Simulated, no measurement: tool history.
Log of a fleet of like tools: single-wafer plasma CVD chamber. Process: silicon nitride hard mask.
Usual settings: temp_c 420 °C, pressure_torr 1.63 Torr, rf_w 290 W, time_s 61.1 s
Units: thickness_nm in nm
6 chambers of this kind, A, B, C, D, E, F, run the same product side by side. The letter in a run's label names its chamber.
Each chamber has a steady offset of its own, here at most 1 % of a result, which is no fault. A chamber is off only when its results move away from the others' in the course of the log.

run    day  temp_c  pressure_torr  rf_w  time_s  read-back reference wafer on the same gauge, thickness_nm  thickness_nm
 1B  0.246     420           1.63   290    61.1                                                     58.267        68.845
 2E  0.525     420           1.63   290    61.1                                                     58.259        67.564
 3F  0.671     420           1.63   290    61.1                                                     58.322        68.869
 4C  0.946     420           1.63   290    61.1                                                     58.310        68.561
 5D  1.208     425           1.85   290    61.1                                                     58.248        70.889
 6A  1.454     425           1.85   290    61.1                                                     58.338        71.257
 7F  1.758     425           1.85   290    61.1                                                     58.333        71.462
 8A  1.988     425           1.85   290    61.1                                                     58.279        71.181
 9D  2.233     425           1.85   290    61.1                                                     58.333        71.268
10B  2.404     425           1.85   290    61.1                                                     58.311        70.769
11C  2.688     432           1.63   290    68.0                                                     58.293        75.635
12E  2.879     432           1.63   290    68.0                                                     58.283        75.102
13F  3.129     432           1.63   290    68.0                                                     58.379        75.700
14A  3.442     432           1.63   290    68.0                                                     58.346        76.107
15E  3.654     432           1.63   290    68.0                                                     58.342        74.827
     3.708  -- chamber B: thermocouple changed; heater temperature recalibrated
     3.717  -- chamber F: RF generator calibrated
16C  3.904     432           1.63   290    68.0                                                     58.272        74.708
17B  4.096     420           1.84   290    61.1                                                     58.292        71.308
18D  4.254     420           1.84   290    61.1                                                     58.255        70.830
     4.292  -- chamber A: RF generator calibrated
19F  4.421     420           1.84   290    61.1                                                     58.271        71.353
20D  4.642     420           1.84   290    61.1                                                     58.342        70.716
21C  4.946     420           1.84   290    61.1                                                     58.256        70.463
     5.071  -- chamber A: capacitance manometer re-zeroed and calibrated
22A  5.133     420           1.84   290    61.1                                                     58.302        70.967
23E  5.275     420           1.63   290    61.1                                                     58.261        67.899
24B  5.508     420           1.63   290    61.1                                                     58.289        68.924
25C  5.788     420           1.63   290    61.1                                                     58.272        68.236
26D  6.088     420           1.63   345    61.1                                                     58.320        76.896
27E  6.296     420           1.63   345    61.1                                                     58.279        75.459
28B  6.529     420           1.63   345    61.1                                                     58.316        76.970
29A  6.767     420           1.63   345    61.1                                                     58.223        76.684
30F  6.950     420           1.63   345    61.1                                                     58.301        77.236
31B  7.142     420           1.63   345    61.1                                                     58.299        76.890
32D  7.417     420           1.63   290    61.1                                                     58.320        68.419
33A  7.658     420           1.63   290    61.1                                                     58.305        68.540
34C  7.808     420           1.63   290    61.1                                                     58.282        68.450
35F  8.083     420           1.63   240    61.1                                                     58.303        60.526
36E  8.325     420           1.63   240    61.1                                                     58.269        59.662
37F  8.542     420           1.63   240    61.1                                                     58.308        60.715
38E  8.779     420           1.63   240    61.1                                                     58.282        59.977
39C  9.079     420           1.63   240    61.1                                                     58.253        59.944

What goes on in this fleet: one chamber off, a drifting gauge, or nothing beyond the chambers' own small offsets? Name the chamber and the cause, if any.

No chamber stands off beyond its own small offset, and the gauge holds steady.

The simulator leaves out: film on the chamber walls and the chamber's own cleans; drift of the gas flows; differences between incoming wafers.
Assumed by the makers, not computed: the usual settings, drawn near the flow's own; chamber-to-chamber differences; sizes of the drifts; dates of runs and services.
